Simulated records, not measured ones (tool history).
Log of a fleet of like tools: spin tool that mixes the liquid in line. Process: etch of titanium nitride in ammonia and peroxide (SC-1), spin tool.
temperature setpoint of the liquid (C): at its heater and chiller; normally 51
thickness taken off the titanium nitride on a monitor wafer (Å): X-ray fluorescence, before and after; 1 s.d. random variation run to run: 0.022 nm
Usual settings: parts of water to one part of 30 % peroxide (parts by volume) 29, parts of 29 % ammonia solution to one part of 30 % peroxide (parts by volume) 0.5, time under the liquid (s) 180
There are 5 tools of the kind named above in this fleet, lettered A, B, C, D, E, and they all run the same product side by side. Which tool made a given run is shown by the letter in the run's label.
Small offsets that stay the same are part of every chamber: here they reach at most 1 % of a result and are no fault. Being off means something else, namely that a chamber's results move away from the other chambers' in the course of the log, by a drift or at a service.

run,hour,temperature setpoint of the liquid (C),parts of water to one part of 30 % peroxide (parts by volume),parts of 29 % ammonia solution to one part of 30 % peroxide (parts by volume),time under the liquid (s),"read-back film thickness of the titanium nitride reference wafer, read on the same gauge (nm)",thickness taken off the titanium nitride on a monitor wafer (Å)
1D,6.1,51,29,0.5,180,59.991,61.351
# hour 7.5: chamber C: heated supply line repaired
2E,11.2,51,29,0.5,180,60.007,61.414
3C,18.5,51,29,0.5,180,59.997,61.398
4A,25.1,51,29,0.5,180,60.016,60.771
5B,33.3,51,29,0.5,180,59.996,61.61
# hour 37.8: chamber D: new drum of ammonia solution connected
6A,40.5,43,22.5,0.5,180,59.98,39.792
7D,45.6,43,22.5,0.5,180,59.995,40.142
8C,52.8,43,22.5,0.5,180,59.988,39.756
9B,61.5,43,22.5,0.5,180,60.019,40.371
10E,66.8,43,22.5,0.5,180,60.006,40.033
11A,76.8,55,43,0.5,180,60.001,64.295
12E,81.8,55,43,0.5,180,59.993,65.499
# hour 90: chamber C: new drum of ammonia solution connected
13B,90,55,43,0.5,180,60.008,64.462
14C,94.4,55,43,0.5,180,60.025,64.599
15D,101.6,55,43,0.5,180,60.017,64.319
16D,110.9,51,29,0.5,180,60.01,61.658
# hour 115.4: chamber E: ammonia flow meter replaced
17B,118,51,29,0.5,180,59.968,61.514
18A,126.2,51,29,0.5,180,60.003,62.118
19C,136,51,29,0.5,180,60.02,61.606
20E,141.7,51,29,0.5,180,59.999,61.642
21A,150.4,51,29,0.5,180,59.982,62.364
22C,160.3,51,29,0.5,180,60.002,61.538
23D,167.5,51,29,0.5,180,59.993,61.507
24B,175.5,51,29,0.5,180,60,61.103
25E,180.8,51,29,0.5,180,59.998,61.872
26B,187.8,51,29,0.5,180,59.992,61.565
27C,195.7,51,29,0.5,180,60.01,61.14
# hour 196.8: chamber B: thermometer replaced
28A,205.2,51,29,0.5,180,60.014,63.42
29D,211.3,43.5,29,0.4,180,59.992,34.635
30E,219.4,43.5,29,0.4,180,60.005,34.819
# hour 219.6: chamber E: new drum of ammonia solution connected
31B,225.8,43.5,29,0.4,180,60.022,34.638
32E,233.1,43.5,29,0.4,180,59.988,34.795
33A,243.2,43.5,29,0.4,180,59.98,36.104
34C,251.8,51,29,0.5,180,60.019,61.462

One chamber off, gauge drift, or nothing amiss beyond the chambers' own small offsets? If it is a chamber, which one, and what is the likeliest cause?

One chamber, A, drifts off from the rest bit by bit.
Likeliest cause: liquid hotter than its thermometer reads (K) = 0.688.

Below are 4 candidate recipes for chamber A's next run, each the usual settings with a change, their results shown as question marks. Which of them brings A's results back in line with what the other chambers give on the usual settings?
In line means no further than this from the other chambers' mean on the usual settings: thickness taken off the titanium nitride on a monitor wafer (Å) 0.76
35A-1,259,51,29,0.55,180,,?
35A-2,259,51,30,0.5,180,,?
35A-3,259,51,29.5,0.5,175,,?
35A-4,259,51,28.5,0.5,185,,?

Average result of the remaining chambers running the usual settings: thickness taken off the titanium nitride on a monitor wafer (Å) 61.565
run,thickness taken off the titanium nitride on a monitor wafer (Å)
35A-1,65.15
35A-2,62.756
35A-3,61.593
35A-4,66.387
Change 35A-3 lands the chamber within the allowed miss of the other chambers.
